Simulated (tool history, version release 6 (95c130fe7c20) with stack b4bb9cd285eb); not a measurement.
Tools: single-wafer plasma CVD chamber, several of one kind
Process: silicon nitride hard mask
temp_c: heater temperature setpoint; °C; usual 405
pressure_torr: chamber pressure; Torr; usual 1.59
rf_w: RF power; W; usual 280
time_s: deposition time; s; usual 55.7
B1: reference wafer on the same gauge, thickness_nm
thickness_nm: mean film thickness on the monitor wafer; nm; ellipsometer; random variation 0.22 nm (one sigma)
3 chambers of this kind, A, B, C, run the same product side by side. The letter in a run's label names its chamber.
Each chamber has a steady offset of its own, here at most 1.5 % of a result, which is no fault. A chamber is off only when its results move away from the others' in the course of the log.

Run 1A, hour 10.3: usual settings; B1 61.565. Result: thickness_nm 60.702 nm.
Run 2C, hour 18.8: usual settings; B1 61.586. Result: thickness_nm 60.888 nm.
Run 3B, hour 26.8: usual settings; B1 61.576. Result: thickness_nm 60.168 nm.
Run 4B, hour 35.3: usual settings; B1 61.582. Result: thickness_nm 60.040 nm.
Run 5C, hour 41.2: usual settings but pressure_torr 1.41 Torr, time_s 61.8 s; B1 61.575. Result: thickness_nm 65.450 nm.
Run 6A, hour 49.1: usual settings but pressure_torr 1.41 Torr, time_s 61.8 s; B1 61.548. Result: thickness_nm 64.964 nm.
Run 7B, hour 59.6: usual settings but pressure_torr 1.41 Torr, time_s 61.8 s; B1 61.572. Result: thickness_nm 64.511 nm.
Run 8C, hour 69.8: usual settings; B1 61.553. Result: thickness_nm 61.078 nm.
Run 9A, hour 78.0: usual settings; B1 61.622. Result: thickness_nm 60.704 nm.
Run 10C, hour 82.9: usual settings; B1 61.583. Result: thickness_nm 61.096 nm.
Run 11A, hour 93.1: usual settings but temp_c 410 °C; B1 61.633. Result: thickness_nm 60.838 nm.
Run 12B, hour 98.4: usual settings but temp_c 410 °C; B1 61.620. Result: thickness_nm 59.969 nm.
Run 13B, hour 106.0: usual settings but temp_c 410 °C; B1 61.628. Result: thickness_nm 59.981 nm.
Run 14C, hour 112.0: usual settings; B1 61.558. Result: thickness_nm 60.325 nm.
Run 15A, hour 120.4: usual settings but time_s 49.6 s; B1 61.556. Result: thickness_nm 53.826 nm.
Run 16B, hour 129.2: usual settings but time_s 49.6 s; B1 61.611. Result: thickness_nm 53.466 nm.
Run 17C, hour 139.1: usual settings but time_s 49.6 s; B1 61.648. Result: thickness_nm 53.678 nm.
Run 18A, hour 145.2: usual settings; B1 61.603. Result: thickness_nm 60.514 nm.
Run 19B, hour 155.8: usual settings; B1 61.596. Result: thickness_nm 60.143 nm.
Run 20C, hour 160.8: usual settings; B1 61.677. Result: thickness_nm 59.806 nm.
Run 21A, hour 171.1: usual settings; B1 61.604. Result: thickness_nm 60.490 nm.
Run 22C, hour 179.1: usual settings; B1 61.627. Result: thickness_nm 59.133 nm.
Run 23A, hour 185.2: usual settings; B1 61.630. Result: thickness_nm 60.363 nm.
Run 24B, hour 195.7: usual settings; B1 61.653. Result: thickness_nm 59.959 nm.
Run 25A, hour 202.9: usual settings but time_s 49.8 s; B1 61.640. Result: thickness_nm 54.057 nm.
Run 26B, hour 209.2: usual settings but time_s 49.8 s; B1 61.589. Result: thickness_nm 53.997 nm.
Run 27C, hour 214.9: usual settings but time_s 49.8 s; B1 61.588. Result: thickness_nm 52.860 nm.

All 3 chambers run these settings next. Forecast each chamber's results:
Run 28A, hour 222.6: usual settings but pressure_torr 1.35 Torr. Result: thickness_nm ?.
Run 28B, hour 222.6: usual settings but pressure_torr 1.35 Torr. Result: thickness_nm ?.
Run 28C, hour 222.6: usual settings but pressure_torr 1.35 Torr. Result: thickness_nm ?.

run  thickness_nm
28A        57.791
28B        57.281
28C        55.900
